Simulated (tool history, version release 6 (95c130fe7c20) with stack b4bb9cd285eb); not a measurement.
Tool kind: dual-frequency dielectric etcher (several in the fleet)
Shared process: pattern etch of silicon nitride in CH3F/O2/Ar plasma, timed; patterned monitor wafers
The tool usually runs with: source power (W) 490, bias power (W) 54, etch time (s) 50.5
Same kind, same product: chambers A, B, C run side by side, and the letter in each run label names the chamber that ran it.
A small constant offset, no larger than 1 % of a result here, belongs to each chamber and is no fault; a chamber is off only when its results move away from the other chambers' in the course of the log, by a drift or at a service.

run	hour	source power (W)	bias power (W)	etch time (s)	hours since the last wet clean	hours since the last source power generator calibration	hours since the last bias power generator calibration	read-back reference wafer on the same gauge, depth_nm	mean etch depth across the wafer (nm)
1C	6.6	490	54	50.5	179.2	1230	2422.9	27.909	34.554
2A	13.4	490	54	50.5	337.4	2062.6	3793.2	27.88	34.974
3B	20.8	490	54	50.5	288.9	1460.1	498.4	27.881	34.623
4C	24.4	490	54	50.5	197	1247.8	2440.7	27.907	34.9
5A	29.4	490	54	50.5	353.4	2078.6	3809.2	27.909	34.656
6B	33.7	570	54	50.5	301.8	1473	511.3	27.898	36.631
7C	38.3	570	54	50.5	210.9	1261.7	2454.6	27.896	36.796
8B	45.3	570	54	50.5	313.4	1484.6	522.9	27.857	36.784
9A	50.8	490	54	50.5	374.8	2100	3830.6	27.915	34.428
10B	56.1	490	54	50.5	324.2	1495.4	533.7	27.878	34.36
11A	63.1	490	54	50.5	387.1	2112.3	3842.9	27.88	34.675
12C	69.2	490	54	50.5	241.8	1292.6	2485.5	27.906	34.454
13B	75.6	490	54	50.5	343.7	1514.9	553.2	27.872	34.319
14A	79.9	490	54	50.5	403.9	2129.1	3859.7	27.891	34.658
15C	84.3	580	54	50.5	256.9	1307.7	2500.6	27.903	37.095
16B	89.3	580	54	50.5	357.4	1528.6	566.9	27.894	37.155
17A	96.4	580	54	50.5	420.4	2145.6	3876.2	27.916	37.143
18C	102.9	490	54	50.5	275.5	1326.3	2519.2	27.922	34.631
19B	108.6	530	65	50.5	376.7	1547.9	586.2	27.893	38.118
20A	113.1	530	65	50.5	437.1	2162.3	3892.9	27.886	38.295
21C	118.8	530	65	50.5	291.4	1342.2	2535.1	27.89	38.049
22A	124.9	490	54	50.5	448.9	2174.1	3904.7	27.915	34.587
23B	129.5	490	54	50.5	397.6	1568.8	607.1	27.871	35.288
24C	135.5	490	54	50.5	308.1	1358.9	2551.8	27.946	34.851
25A	139.2	490	54	59.5	463.2	2188.4	3919	27.9	40.575
# hour 142: chamber A: bias power generator calibrated
26B	144.5	490	54	59.5	412.6	1583.8	622.1	27.93	41.467
27C	150.9	490	54	59.5	323.5	1374.3	2567.2	27.918	41.125
28B	158	490	54	50.5	426.1	1597.3	635.6	27.869	35.012
29C	161.2	490	54	50.5	333.8	1384.6	2577.5	27.898	34.553
30A	168.1	490	54	50.5	492.1	2217.3	26.1	27.87	34.674
31B	174.8	490	54	50.5	442.9	1614.1	652.4	27.892	35.911
32C	180.2	490	54	50.5	352.8	1403.6	2596.5	27.873	34.616
33A	186.4	490	49	50.5	510.4	2235.6	44.4	27.887	33.454
34A	192.2	490	49	50.5	516.2	2241.4	50.2	27.886	33.104

Is one chamber out of step, is the gauge drifting, or do the chambers differ by no more than their own small offsets? For an off chamber, give its letter and the likeliest cause.

One chamber, B, drifts off from the rest bit by bit.
Most likely cause: etch rate over this chamber's usual, % = 4.42.

Chamber B could run next with any of the 4 candidate recipes listed below; each alters the usual settings, and their results appear as question marks. Which one brings its results back in line with what the other chambers deliver on the usual settings?
A result is in line if it is within this distance of the other chambers' mean on the usual settings: mean etch depth across the wafer (nm) 0.65
35B-1	197.5	490	69	50.5					?
35B-2	197.5	490	54	52.5					?
35B-3	197.5	490	47	50.5					?
35B-4	197.5	490	53	47					?

Mean of the other chambers on the usual settings: mean etch depth across the wafer (nm) 34.561
run	mean etch depth across the wafer (nm)
35B-1	38.974
35B-2	37.386
35B-3	34.435
35B-4	33.271
The right change is 35B-3: it brings the chamber back within the allowed miss of the others.
